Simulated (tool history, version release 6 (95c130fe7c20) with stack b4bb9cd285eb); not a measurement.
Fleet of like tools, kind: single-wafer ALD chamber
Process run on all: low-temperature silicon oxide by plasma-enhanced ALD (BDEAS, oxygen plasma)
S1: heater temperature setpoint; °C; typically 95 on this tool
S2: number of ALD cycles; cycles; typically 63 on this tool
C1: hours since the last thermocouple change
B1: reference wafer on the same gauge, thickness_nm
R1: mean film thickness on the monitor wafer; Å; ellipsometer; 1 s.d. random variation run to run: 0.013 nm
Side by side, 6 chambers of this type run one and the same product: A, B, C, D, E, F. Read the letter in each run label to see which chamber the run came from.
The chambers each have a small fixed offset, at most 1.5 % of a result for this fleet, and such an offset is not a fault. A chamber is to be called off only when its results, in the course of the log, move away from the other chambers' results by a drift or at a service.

| run | hour | S1 | S2 | C1 | B1 | R1 |
|---|---|---|---|---|---|---|
| 1C | 8.1 | 95 | 63 | 1191.7 | 8.1236 | 91.285 |
| 2D | 17.7 | 95 | 63 | 2072.5 | 8.1251 | 92.578 |
| 3A | 24 | 95 | 63 | 210.7 | 8.122 | 92.13 |
| 4B | 29.2 | 95 | 63 | 1477.5 | 8.1228 | 90.722 |
| 5E | 36.7 | 95 | 63 | 1195.7 | 8.1227 | 91.688 |
| 6F | 42.8 | 95 | 63 | 1433.9 | 8.1278 | 90.448 |
| 7F | 50.5 | 95 | 63 | 1441.6 | 8.126 | 90.567 |
| 8C | 57.5 | 95 | 63 | 1241.1 | 8.1286 | 91.72 |
| 9A | 65.7 | 95 | 63 | 252.4 | 8.1282 | 92.141 |
| 10E | 72.9 | 100 | 67 | 1231.9 | 8.1289 | 95.816 |
| 11D | 78.8 | 100 | 67 | 2133.6 | 8.1295 | 97.282 |
| 12B | 84.6 | 100 | 67 | 1532.9 | 8.133 | 94.737 |
| 13F | 95.6 | 100 | 67 | 1486.7 | 8.1312 | 94.806 |
| 14E | 106.4 | 100 | 67 | 1265.4 | 8.1351 | 95.893 |
| 15C | 114.4 | 100 | 67 | 1298 | 8.1342 | 95.648 |
| 16D | 124.9 | 95 | 63 | 2179.7 | 8.1382 | 92.909 |
| 17B | 131.4 | 95 | 63 | 1579.7 | 8.1392 | 90.899 |
| 18A | 141.2 | 95 | 63 | 327.9 | 8.1394 | 92.352 |
| 19F | 148.3 | 82 | 73 | 1539.4 | 8.1396 | 109.88 |
| 20B | 154.7 | 82 | 73 | 1603 | 8.1422 | 110.22 |
| 21C | 161.5 | 82 | 73 | 1345.1 | 8.1403 | 111.07 |
| 22A | 170.3 | 82 | 73 | 357 | 8.1456 | 111.92 |
| 23D | 175.7 | 82 | 73 | 2230.5 | 8.1431 | 112.67 |
| 24E | 184.3 | 82 | 73 | 1343.3 | 8.1466 | 111.23 |
| 25E | 194.1 | 95 | 58 | 1353.1 | 8.1474 | 84.542 |
| 26D | 199.4 | 95 | 58 | 2254.2 | 8.1477 | 85.715 |
| 27C | 206.9 | 95 | 58 | 1390.5 | 8.1504 | 84.334 |
| 28A | 214.3 | 95 | 58 | 401 | 8.147 | 84.954 |
| 29F | 221.3 | 95 | 58 | 1612.4 | 8.1522 | 83.506 |
| 30B | 229.1 | 95 | 58 | 1677.4 | 8.151 | 83.703 |
| 31A | 239.9 | 95 | 74 | 426.6 | 8.1513 | 108.6 |
| 32E | 249.8 | 95 | 74 | 1408.8 | 8.1527 | 108.14 |
|  | 249.9 | chamber B: thermocouple changed; heater temperature recalibrated |
| 33D | 258 | 95 | 74 | 2312.8 | 8.1566 | 109.21 |
| 34B | 266.6 | 95 | 74 | 16.8 | 8.156 | 107.1 |
| 35C | 277.1 | 95 | 74 | 1460.7 | 8.1593 | 107.87 |
| 36F | 286.6 | 95 | 74 | 1677.7 | 8.1571 | 106.68 |
| 37E | 296.8 | 95 | 63 | 1455.8 | 8.1604 | 92.002 |
| 38F | 302.9 | 95 | 63 | 1694 | 8.161 | 90.92 |
| 39C | 309.1 | 95 | 63 | 1492.7 | 8.1619 | 91.741 |
| 40A | 317.5 | 95 | 63 | 504.2 | 8.1668 | 92.683 |
| 41B | 328.4 | 95 | 63 | 78.6 | 8.1663 | 91.287 |
| 42D | 336.7 | 104 | 59 | 2391.5 | 8.1658 | 85.391 |

Does one chamber stand apart from the rest, does the shared gauge drift, or is all well apart from small per-chamber offsets? Give the chamber and the most likely cause, where there is one.

It is the gauge, not a chamber: its drift shows up in every chamber's results at once, and no chamber is off.
Most likely cause: gauge reads high (%) = 0.584.

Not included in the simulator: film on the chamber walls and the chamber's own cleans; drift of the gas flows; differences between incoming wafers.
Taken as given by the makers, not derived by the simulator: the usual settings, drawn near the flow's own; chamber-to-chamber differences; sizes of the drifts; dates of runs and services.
